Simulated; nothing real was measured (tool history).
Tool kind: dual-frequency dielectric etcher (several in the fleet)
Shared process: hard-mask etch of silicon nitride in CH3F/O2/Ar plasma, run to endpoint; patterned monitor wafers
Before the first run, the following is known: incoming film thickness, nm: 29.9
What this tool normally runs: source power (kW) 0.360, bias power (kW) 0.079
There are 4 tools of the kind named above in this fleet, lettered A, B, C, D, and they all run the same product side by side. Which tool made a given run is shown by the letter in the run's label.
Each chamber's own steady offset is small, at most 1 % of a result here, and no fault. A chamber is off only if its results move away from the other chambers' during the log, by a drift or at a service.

run   hour  source power (kW)  bias power (kW)  hours since the last wet clean  hours since the last source power generator calibration  hours since the last bias power generator calibration  endpoint time (s)
 1A    6.2              0.360            0.079                           274.0                                                   1264.2                                                 1343.3             43.610
 2B   11.2              0.360            0.079                           322.3                                                   1572.4                                                  561.1             43.226
 3C   19.3              0.360            0.079                           312.6                                                   1120.9                                                 1214.4             43.013
 4D   27.4              0.360            0.079                           516.6                                                   2890.3                                                  266.5             43.430
 5A   34.8              0.360            0.079                           302.6                                                   1292.8                                                 1371.9             43.531
 6B   39.0              0.420            0.071                           350.1                                                   1600.2                                                  588.9             42.997
 7D   45.6              0.420            0.071                           534.8                                                   2908.5                                                  284.7             42.798
 8C   49.9              0.420            0.071                           343.2                                                   1151.5                                                 1245.0             42.001
 9D   57.0              0.420            0.071                           546.2                                                   2919.9                                                  296.1             42.504
10C   64.2              0.360            0.079                           357.5                                                   1165.8                                                 1259.3             42.841
11A   68.7              0.360            0.079                           336.5                                                   1326.7                                                 1405.8             43.342
12B   73.1              0.360            0.079                           384.2                                                   1634.3                                                  623.0             44.274
13D   76.8              0.360            0.079                           566.0                                                   2939.7                                                  315.9             43.552
14B   84.9              0.360            0.079                           396.0                                                   1646.1                                                  634.8             44.332
15A   92.6              0.360            0.079                           360.4                                                   1350.6                                                 1429.7             43.839
16C   98.2              0.360            0.079                           391.5                                                   1199.8                                                 1293.3             43.213
     100.7  -- chamber A: bias power generator calibrated
17C  106.7              0.360            0.079                           400.0                                                   1208.3                                                 1301.8             42.703
18A  113.1              0.360            0.079                           380.9                                                   1371.1                                                   12.4             43.256
19D  118.1              0.360            0.079                           607.3                                                   2981.0                                                  357.2             43.793
20B  125.5              0.360            0.079                           436.6                                                   1686.7                                                  675.4             44.763
21D  130.1              0.360            0.079                           619.3                                                   2993.0                                                  369.2             43.403
22B  136.5              0.360            0.079                           447.6                                                   1697.7                                                  686.4             44.934
23C  142.8              0.360            0.079                           436.1                                                   1244.4                                                 1337.9             42.791
24A  149.3              0.420            0.079                           417.1                                                   1407.3                                                   48.6             41.314

Next, every chamber runs the same settings. What will each give?
25A  155.3              0.360            0.069                                                                                                                                                                  ?
25B  155.3              0.360            0.069                                                                                                                                                                  ?
25C  155.3              0.360            0.069                                                                                                                                                                  ?
25D  155.3              0.360            0.069                                                                                                                                                                  ?

run  endpoint time (s)
25A             45.484
25B             47.116
25C             45.454
25D             45.630

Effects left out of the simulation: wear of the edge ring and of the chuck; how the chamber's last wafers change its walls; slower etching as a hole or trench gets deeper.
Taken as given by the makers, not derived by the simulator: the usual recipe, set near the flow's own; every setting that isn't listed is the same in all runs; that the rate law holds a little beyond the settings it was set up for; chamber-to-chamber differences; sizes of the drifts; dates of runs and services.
